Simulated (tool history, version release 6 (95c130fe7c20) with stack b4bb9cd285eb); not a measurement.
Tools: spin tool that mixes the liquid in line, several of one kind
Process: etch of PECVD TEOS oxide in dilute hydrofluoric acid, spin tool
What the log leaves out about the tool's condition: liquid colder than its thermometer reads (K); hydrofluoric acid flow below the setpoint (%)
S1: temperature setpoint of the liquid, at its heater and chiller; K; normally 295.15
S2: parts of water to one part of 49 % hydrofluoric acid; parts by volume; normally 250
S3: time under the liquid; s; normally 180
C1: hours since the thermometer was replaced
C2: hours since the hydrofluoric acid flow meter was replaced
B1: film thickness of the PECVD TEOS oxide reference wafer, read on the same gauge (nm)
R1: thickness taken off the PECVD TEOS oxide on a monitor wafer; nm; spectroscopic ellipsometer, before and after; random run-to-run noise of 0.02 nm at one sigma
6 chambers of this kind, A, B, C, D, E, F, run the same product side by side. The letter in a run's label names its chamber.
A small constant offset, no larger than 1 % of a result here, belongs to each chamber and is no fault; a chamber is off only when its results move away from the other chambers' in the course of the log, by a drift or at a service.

run     day      S1   S2   S3      C1      C2      B1      R1
 1B   0.196  295.15  250  180  2078.2   401.7  39.958  5.1039
 2E   0.417  295.15  250  180  1679.1  1748.0  39.982  5.1101
 3C   0.725  295.15  250  180  1334.7  1040.5  39.978  5.1695
      0.875  -- chamber C: hydrofluoric acid flow meter replaced
 4F   1.088  295.15  250  180  1981.2   498.0  40.019  5.1718
 5A   1.304  298.15  250   95   651.5   623.6  39.981  3.0442
 6D   1.662  298.15  250   95   744.7   812.8  40.020  3.0301
 7C   2.029  298.15  250   95  1366.0    27.7  40.010  3.0592
 8D   2.342  298.15  250   95   761.0   829.1  39.998  3.0156
 9E   2.638  298.15  250   95  1732.4  1801.3  39.959  2.9885
10F   2.988  298.15  250   95  2026.8   543.6  39.983  3.0444
11B   3.221  295.15  250  180  2150.8   474.3  40.003  5.1095
      3.300  -- chamber E: hydrofluoric acid flow meter replaced
12A   3.567  295.15  250  180   705.8   677.9  39.998  5.1501
13E   3.908  295.15  250  180  1762.9    14.6  39.996  5.1347
14F   4.288  295.15  250  180  2058.0   574.8  40.011  5.1673
15C   4.521  295.15  250  180  1425.8    87.5  40.033  5.1784
16B   4.871  295.15  130  115  2190.4   513.9  39.989  7.2986
17D   5.046  295.15  130  115   825.9   894.0  39.990  7.1626
18A   5.362  295.15  130  115   748.9   721.0  40.016  7.3384
19D   5.654  295.15  130  115   840.5   908.6  39.986  7.1615
20C   5.992  295.15  130  115  1461.1   122.8  40.000  7.3633
21F   6.217  295.15  130  115  2104.3   621.1  40.022  7.2113
22A   6.575  295.15  250  180   778.0   750.1  39.973  5.1674
23E   6.925  295.15  250  180  1835.3    87.0  40.042  5.1332
24B   7.217  295.15  250  180  2246.7   570.2  40.039  5.1175
25D   7.571  295.15  250  180   886.5   954.6  39.952  5.1369
26F   7.783  295.15  250  180  2141.9   658.7  39.947  5.1737
27E   8.129  295.15  250  180  1864.2   115.9  39.981  5.1782
28C   8.400  295.15  135  110  1518.9   180.6  39.958  6.7439
29A   8.688  295.15  135  110   828.7   800.8  40.022  6.6885
30B   9.046  295.15  135  110  2290.6   614.1  40.010  6.5923
31D   9.312  295.15  135  110   928.3   996.4  40.007  6.5763
32B   9.612  295.15  135  110  2304.2   627.7  40.016  6.5913
33C   9.812  295.15  135  110  1552.8   214.5  39.989  6.6988
34A  10.025  295.15  250  180   860.8   832.9  39.960  5.1740
35F  10.212  295.15  250  180  2200.2   717.0  39.993  5.1697
36E  10.546  293.65  250  180  1922.2   173.9  39.998  4.8746
37D  10.733  293.65  250  180   962.4  1030.5  39.971  4.8241

Decide between three cases: one chamber stands off from its peers, the gauge reading all wafers drifts, or nothing is wrong past each chamber's small offset. Where a chamber is off, say which and what most likely put it there.

No chamber is off and the gauge is stable; the differences are just each chamber's small, constant offset.
